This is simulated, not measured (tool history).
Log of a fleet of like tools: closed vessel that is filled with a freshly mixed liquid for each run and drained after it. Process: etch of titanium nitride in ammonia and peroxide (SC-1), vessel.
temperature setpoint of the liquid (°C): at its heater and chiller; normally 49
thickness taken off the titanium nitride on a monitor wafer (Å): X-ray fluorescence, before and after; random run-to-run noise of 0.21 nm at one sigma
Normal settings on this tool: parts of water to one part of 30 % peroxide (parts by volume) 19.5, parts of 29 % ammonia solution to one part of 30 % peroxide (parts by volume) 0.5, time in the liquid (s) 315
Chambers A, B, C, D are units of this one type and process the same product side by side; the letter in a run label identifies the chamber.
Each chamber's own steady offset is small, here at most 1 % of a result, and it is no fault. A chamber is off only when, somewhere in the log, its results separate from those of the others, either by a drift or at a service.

| run | hour | temperature setpoint of the liquid (°C) | parts of water to one part of 30 % peroxide (parts by volume) | parts of 29 % ammonia solution to one part of 30 % peroxide (parts by volume) | time in the liquid (s) | read-back film thickness of the titanium nitride reference wafer, read on the same gauge (nm) | thickness taken off the titanium nitride on a monitor wafer (Å) |
|---|---|---|---|---|---|---|---|
| 1A | 3.8 | 49 | 19.5 | 0.5 | 315 | 39.969 | 228.46 |
| 2C | 6.8 | 49 | 19.5 | 0.5 | 315 | 40.039 | 231.5 |
| 3D | 10.3 | 49 | 19.5 | 0.5 | 315 | 40.007 | 231.03 |
| 4B | 14 | 49 | 19.5 | 0.5 | 315 | 39.997 | 231.18 |
| 5A | 16.3 | 49 | 19.5 | 0.5 | 315 | 40.046 | 228.22 |
|  | 19.1 | chamber C: new drum of ammonia solution connected |
| 6D | 20.2 | 49 | 16 | 0.5 | 490 | 39.999 | 403.13 |
| 7C | 23.9 | 49 | 16 | 0.5 | 490 | 40.008 | 397.67 |
| 8B | 28.1 | 49 | 16 | 0.5 | 490 | 40.055 | 401.29 |
| 9B | 31 | 49 | 16 | 0.5 | 490 | 39.99 | 405.25 |
| 10C | 35.2 | 49 | 19.5 | 0.5 | 315 | 40.002 | 234.08 |
| 11A | 38.3 | 49 | 19.5 | 0.5 | 315 | 40.024 | 232.53 |
| 12D | 40.2 | 54 | 12.5 | 0.5 | 315 | 39.962 | 411.8 |
| 13B | 42.9 | 54 | 12.5 | 0.5 | 315 | 40 | 422.04 |
| 14D | 47 | 54 | 12.5 | 0.5 | 315 | 39.986 | 417.05 |
| 15C | 50.4 | 54 | 12.5 | 0.5 | 315 | 40.007 | 416.44 |
| 16A | 53.1 | 49 | 19.5 | 0.5 | 315 | 39.955 | 231.5 |
| 17C | 55.8 | 49 | 19.5 | 0.5 | 315 | 40 | 228.93 |
| 18A | 59.6 | 49 | 19.5 | 0.5 | 315 | 40.045 | 230.02 |
| 19B | 62.1 | 49 | 19.5 | 0.5 | 315 | 40.021 | 234.45 |
| 20D | 65.5 | 49 | 19.5 | 0.5 | 315 | 40.007 | 236.05 |
| 21D | 68.5 | 49 | 19.5 | 0.5 | 315 | 39.959 | 231.71 |
| 22B | 70.4 | 49 | 19.5 | 0.5 | 315 | 40.013 | 231.14 |
|  | 70.9 | chamber B: new drum of ammonia solution connected |
| 23C | 73.3 | 49 | 19.5 | 0.5 | 315 | 40.002 | 229.47 |
| 24A | 75.6 | 49 | 19.5 | 0.5 | 315 | 39.972 | 228.36 |
| 25C | 79.7 | 49 | 19.5 | 0.5 | 315 | 39.993 | 229.17 |
|  | 81.6 | chamber D: new drum of ammonia solution connected |
| 26D | 83 | 49 | 19.5 | 0.5 | 315 | 39.955 | 230.99 |
| 27B | 85.2 | 49 | 19.5 | 0.5 | 315 | 40.007 | 229.65 |
| 28A | 87.6 | 49 | 19.5 | 0.5 | 315 | 39.973 | 228.65 |
| 29D | 90.2 | 49 | 19.5 | 0.5 | 315 | 40.046 | 229.74 |
| 30C | 93.1 | 49 | 19.5 | 0.5 | 315 | 40.005 | 229.61 |
| 31A | 97.3 | 49 | 19.5 | 0.5 | 315 | 40.027 | 226.75 |
| 32B | 100.5 | 49 | 19.5 | 0.5 | 315 | 39.99 | 232.27 |
| 33C | 103.7 | 49 | 19.5 | 0.5 | 315 | 40.045 | 233.33 |
| 34D | 107.5 | 49 | 19.5 | 0.5 | 315 | 40.041 | 230.95 |
| 35B | 110.8 | 56 | 15 | 0.5 | 315 | 39.995 | 434.53 |
| 36A | 115.1 | 56 | 15 | 0.5 | 315 | 39.989 | 432.99 |

Next, all 4 chambers run the settings below, one line each with question marks for the results. What does each chamber give?
| 37A | 118.3 | 49 | 19.5 | 0.5 | 315 |  | ? |
| 37B | 118.3 | 49 | 19.5 | 0.5 | 315 |  | ? |
| 37C | 118.3 | 49 | 19.5 | 0.5 | 315 |  | ? |
| 37D | 118.3 | 49 | 19.5 | 0.5 | 315 |  | ? |

| run | thickness taken off the titanium nitride on a monitor wafer (Å) |
|---|---|
| 37A | 227.54 |
| 37B | 229.72 |
| 37C | 231.65 |
| 37D | 232.75 |
